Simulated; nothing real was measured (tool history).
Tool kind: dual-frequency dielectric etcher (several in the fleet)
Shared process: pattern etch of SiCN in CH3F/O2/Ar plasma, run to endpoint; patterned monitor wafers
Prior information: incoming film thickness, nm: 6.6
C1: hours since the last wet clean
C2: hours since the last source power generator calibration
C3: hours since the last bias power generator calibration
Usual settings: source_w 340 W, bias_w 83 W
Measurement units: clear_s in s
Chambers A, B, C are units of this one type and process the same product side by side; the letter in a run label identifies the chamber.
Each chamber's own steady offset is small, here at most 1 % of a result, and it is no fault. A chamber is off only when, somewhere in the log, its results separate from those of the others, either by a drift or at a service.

Run 1A, day 0.2: usual settings; C1 365.2; C2 4729.5; C3 2983.8. Result: clear_s 17.705 s.
Run 2B, day 0.462: usual settings; C1 289.5; C2 241; C3 2351.2. Result: clear_s 17.922 s.
Run 3C, day 0.804: usual settings; C1 186.6; C2 942.3; C3 1289.3. Result: clear_s 17.936 s.
Run 4C, day 1.083: usual settings; C1 193.3; C2 949; C3 1296. Result: clear_s 17.773 s.
Run 5A, day 1.408: usual settings; C1 394.2; C2 4758.5; C3 3012.8. Result: clear_s 17.825 s.
Run 6B, day 1.638: usual settings; C1 317.7; C2 269.2; C3 2379.4. Result: clear_s 17.972 s.
Run 7A, day 1.871: usual settings; C1 405.3; C2 4769.6; C3 3023.9. Result: clear_s 17.916 s.
Run 8C, day 2.117: usual settings but source_w 400 W; C1 218.1; C2 973.8; C3 1320.8. Result: clear_s 16.646 s.
Run 9B, day 2.342: usual settings but source_w 400 W; C1 334.6; C2 286.1; C3 2396.3. Result: clear_s 16.842 s.
Run 10B, day 2.521: usual settings but source_w 400 W; C1 338.9; C2 290.4; C3 2400.6. Result: clear_s 16.888 s.
Run 11A, day 2.85: usual settings; C1 428.8; C2 4793.1; C3 3047.4. Result: clear_s 17.503 s.
Run 12C, day 3.162: usual settings; C1 243.2; C2 998.9; C3 1345.9. Result: clear_s 18.016 s.
Run 13A, day 3.358: usual settings; C1 441; C2 4805.3; C3 3059.6. Result: clear_s 17.742 s.
At day 3.604: chamber B: wet clean of the chamber.
Run 14C, day 3.642: usual settings; C1 254.7; C2 1010.4; C3 1357.4. Result: clear_s 17.771 s.
Run 15B, day 3.925: usual settings; C1 7.8; C2 324.1; C3 2434.3. Result: clear_s 17.887 s.
Run 16C, day 4.175: usual settings; C1 267.5; C2 1023.2; C3 1370.2. Result: clear_s 17.632 s.
Run 17A, day 4.467: usual settings but source_w 400 W, bias_w 100 W; C1 467.6; C2 4831.9; C3 3086.2. Result: clear_s 15.698 s.
At day 4.542: chamber B: bias power generator calibrated.
Run 18B, day 4.625: usual settings but source_w 400 W, bias_w 100 W; C1 24.6; C2 340.9; C3 2. Result: clear_s 15.625 s.
Run 19B, day 4.962: usual settings but source_w 400 W, bias_w 100 W; C1 32.7; C2 349; C3 10.1. Result: clear_s 15.859 s.
Run 20A, day 5.175: usual settings; C1 484.6; C2 4848.9; C3 3103.2. Result: clear_s 17.919 s.
Run 21C, day 5.458: usual settings; C1 298.3; C2 1054; C3 1401. Result: clear_s 17.753 s.
Run 22A, day 5.804: usual settings but source_w 270 W, bias_w 98 W; C1 499.7; C2 4864; C3 3118.3. Result: clear_s 18.488 s.

Is one chamber off against the others, does the gauge drift, or is nothing wrong? If a chamber is off, say which, and what the likeliest cause is.

Nothing is wrong: each chamber keeps only its own small, steady offset and the gauge holds still.
